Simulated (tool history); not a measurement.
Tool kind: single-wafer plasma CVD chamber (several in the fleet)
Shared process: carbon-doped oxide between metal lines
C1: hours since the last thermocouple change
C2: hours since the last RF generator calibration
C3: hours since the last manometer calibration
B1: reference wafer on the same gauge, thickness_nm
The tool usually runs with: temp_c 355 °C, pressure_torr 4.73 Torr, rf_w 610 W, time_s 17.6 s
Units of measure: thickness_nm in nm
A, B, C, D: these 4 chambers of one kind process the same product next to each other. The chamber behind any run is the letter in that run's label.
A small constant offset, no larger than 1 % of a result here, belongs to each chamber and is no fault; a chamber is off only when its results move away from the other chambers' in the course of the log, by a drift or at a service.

run 1B hour=12.1 | temp_c=355 pressure_torr=4.73 rf_w=610 time_s=17.6 | C1=170.5 C2=87.6 C3=2402.6 | B1=88.93 | thickness_nm=100.22
run 2C hour=23.4 | temp_c=355 pressure_torr=4.73 rf_w=610 time_s=17.6 | C1=386.3 C2=2414.3 C3=457.7 | B1=88.987 | thickness_nm=99.814
run 3A hour=32.8 | temp_c=355 pressure_torr=4.73 rf_w=610 time_s=17.6 | C1=1281.8 C2=668.8 C3=1138.5 | B1=88.978 | thickness_nm=98.917
run 4D hour=39.4 | temp_c=355 pressure_torr=4.73 rf_w=610 time_s=17.6 | C1=486.1 C2=357.8 C3=1437.7 | B1=89.015 | thickness_nm=100.32
run 5C hour=47.8 | temp_c=355 pressure_torr=4.73 rf_w=610 time_s=17.6 | C1=410.7 C2=2438.7 C3=482.1 | B1=88.899 | thickness_nm=99.743
run 6B hour=59.2 | temp_c=366 pressure_torr=4.73 rf_w=655 time_s=17.6 | C1=217.6 C2=134.7 C3=2449.7 | B1=89.07 | thickness_nm=101.2
run 7D hour=67.5 | temp_c=366 pressure_torr=4.73 rf_w=655 time_s=17.6 | C1=514.2 C2=385.9 C3=1465.8 | B1=88.999 | thickness_nm=102.22
run 8A hour=79.5 | temp_c=366 pressure_torr=4.73 rf_w=655 time_s=17.6 | C1=1328.5 C2=715.5 C3=1185.2 | B1=88.944 | thickness_nm=102.18
run 9B hour=86.4 | temp_c=366 pressure_torr=4.73 rf_w=655 time_s=17.6 | C1=244.8 C2=161.9 C3=2476.9 | B1=88.961 | thickness_nm=101.52
run 10A hour=96.6 | temp_c=355 pressure_torr=4.73 rf_w=610 time_s=17.6 | C1=1345.6 C2=732.6 C3=1202.3 | B1=89.076 | thickness_nm=99.17
run 11D hour=103.4 | temp_c=355 pressure_torr=4.73 rf_w=610 time_s=17.6 | C1=550.1 C2=421.8 C3=1501.7 | B1=88.942 | thickness_nm=100.56
run 12C hour=112.7 | temp_c=355 pressure_torr=4.73 rf_w=610 time_s=17.6 | C1=475.6 C2=2503.6 C3=547 | B1=89.007 | thickness_nm=100.33
run 13D hour=121.6 | temp_c=355 pressure_torr=4.73 rf_w=610 time_s=17.6 | C1=568.3 C2=440 C3=1519.9 | B1=88.989 | thickness_nm=100.54
run 14C hour=132.9 | temp_c=355 pressure_torr=4.73 rf_w=610 time_s=17.6 | C1=495.8 C2=2523.8 C3=567.2 | B1=88.922 | thickness_nm=100.75
run 15A hour=143 | temp_c=355 pressure_torr=4.73 rf_w=610 time_s=17.6 | C1=1392 C2=779 C3=1248.7 | B1=89.027 | thickness_nm=99.128
run 16B hour=154.8 | temp_c=355 pressure_torr=4.73 rf_w=610 time_s=17.6 | C1=313.2 C2=230.3 C3=2545.3 | B1=89.023 | thickness_nm=100.01
run 17D hour=163.2 | temp_c=355 pressure_torr=4.73 rf_w=610 time_s=17.6 | C1=609.9 C2=481.6 C3=1561.5 | B1=89.04 | thickness_nm=100.98
run 18C hour=173.7 | temp_c=355 pressure_torr=4.73 rf_w=610 time_s=17.6 | C1=536.6 C2=2564.6 C3=608 | B1=89.012 | thickness_nm=99.811
-- hour=178.1 chamber C: RF generator calibrated
run 19B hour=182.1 | temp_c=355 pressure_torr=4.73 rf_w=610 time_s=17.6 | C1=340.5 C2=257.6 C3=2572.6 | B1=89.049 | thickness_nm=100.64
run 20A hour=189.3 | temp_c=355 pressure_torr=4.73 rf_w=610 time_s=17.6 | C1=1438.3 C2=825.3 C3=1295 | B1=89.022 | thickness_nm=99.663
run 21A hour=195 | temp_c=355 pressure_torr=4.73 rf_w=610 time_s=17.6 | C1=1444 C2=831 C3=1300.7 | B1=89.046 | thickness_nm=99.147
run 22B hour=206.4 | temp_c=355 pressure_torr=4.03 rf_w=490 time_s=17.6 | C1=364.8 C2=281.9 C3=2596.9 | B1=89.074 | thickness_nm=85.414
run 23D hour=218.5 | temp_c=355 pressure_torr=4.03 rf_w=490 time_s=17.6 | C1=665.2 C2=536.9 C3=1616.8 | B1=89.022 | thickness_nm=86.093
run 24C hour=227.5 | temp_c=355 pressure_torr=4.03 rf_w=490 time_s=17.6 | C1=590.4 C2=49.4 C3=661.8 | B1=89.091 | thickness_nm=85.7
run 25D hour=235.7 | temp_c=355 pressure_torr=4.03 rf_w=490 time_s=17.6 | C1=682.4 C2=554.1 C3=1634 | B1=89.035 | thickness_nm=85.342
run 26C hour=244.4 | temp_c=355 pressure_torr=4.73 rf_w=610 time_s=17.6 | C1=607.3 C2=66.3 C3=678.7 | B1=89.038 | thickness_nm=99.881
run 27B hour=254 | temp_c=355 pressure_torr=4.73 rf_w=610 time_s=17.6 | C1=412.4 C2=329.5 C3=2644.5 | B1=88.955 | thickness_nm=99.434
run 28A hour=260.2 | temp_c=355 pressure_torr=4.73 rf_w=610 time_s=17.6 | C1=1509.2 C2=896.2 C3=1365.9 | B1=89.008 | thickness_nm=99.326
run 29D hour=268.4 | temp_c=355 pressure_torr=4.73 rf_w=610 time_s=17.6 | C1=715.1 C2=586.8 C3=1666.7 | B1=89.034 | thickness_nm=100.78
run 30B hour=275.1 | temp_c=355 pressure_torr=4.73 rf_w=610 time_s=17.6 | C1=433.5 C2=350.6 C3=2665.6 | B1=88.993 | thickness_nm=99.892
run 31A hour=285.3 | temp_c=355 pressure_torr=4.73 rf_w=610 time_s=17.6 | C1=1534.3 C2=921.3 C3=1391 | B1=89.02 | thickness_nm=98.983
run 32C hour=296.8 | temp_c=355 pressure_torr=4.73 rf_w=610 time_s=17.6 | C1=659.7 C2=118.7 C3=731.1 | B1=89.056 | thickness_nm=99.942
run 33D hour=309 | temp_c=355 pressure_torr=4.73 rf_w=610 time_s=17.6 | C1=755.7 C2=627.4 C3=1707.3 | B1=89.087 | thickness_nm=100.49
run 34C hour=320.4 | temp_c=355 pressure_torr=4.73 rf_w=610 time_s=17.6 | C1=683.3 C2=142.3 C3=754.7 | B1=89.023 | thickness_nm=99.999
run 35A hour=328.4 | temp_c=355 pressure_torr=4.73 rf_w=610 time_s=17.6 | C1=1577.4 C2=964.4 C3=1434.1 | B1=88.982 | thickness_nm=99.106
run 36B hour=335.4 | temp_c=355 pressure_torr=4.73 rf_w=610 time_s=17.6 | C1=493.8 C2=410.9 C3=2725.9 | B1=89.017 | thickness_nm=99.693
run 37B hour=344.7 | temp_c=355 pressure_torr=4.73 rf_w=610 time_s=17.6 | C1=503.1 C2=420.2 C3=2735.2 | B1=89.055 | thickness_nm=100.04
run 38D hour=355.9 | temp_c=355 pressure_torr=4.73 rf_w=610 time_s=17.6 | C1=802.6 C2=674.3 C3=1754.2 | B1=89.041 | thickness_nm=100.58
run 39A hour=361.3 | temp_c=355 pressure_torr=4.73 rf_w=610 time_s=17.6 | C1=1610.3 C2=997.3 C3=1467 | B1=88.985 | thickness_nm=99.465
run 40C hour=368.1 | temp_c=342 pressure_torr=4.73 rf_w=570 time_s=17.6 | C1=731 C2=190 C3=802.4 | B1=88.924 | thickness_nm=99.664
run 41D hour=379.2 | temp_c=342 pressure_torr=4.73 rf_w=570 time_s=17.6 | C1=825.9 C2=697.6 C3=1777.5 | B1=88.987 | thickness_nm=99.573
run 42A hour=391.5 | temp_c=342 pressure_torr=4.73 rf_w=570 time_s=17.6 | C1=1640.5 C2=1027.5 C3=1497.2 | B1=89.021 | thickness_nm=99.636
run 43C hour=402.5 | temp_c=342 pressure_torr=4.73 rf_w=570 time_s=17.6 | C1=765.4 C2=224.4 C3=836.8 | B1=89.021 | thickness_nm=99.361

Decide between three cases: one chamber stands off from its peers, the gauge reading all wafers drifts, or nothing is wrong past each chamber's small offset. Where a chamber is off, say which and what most likely put it there.

No chamber stands off beyond its own small offset, and the gauge holds steady.
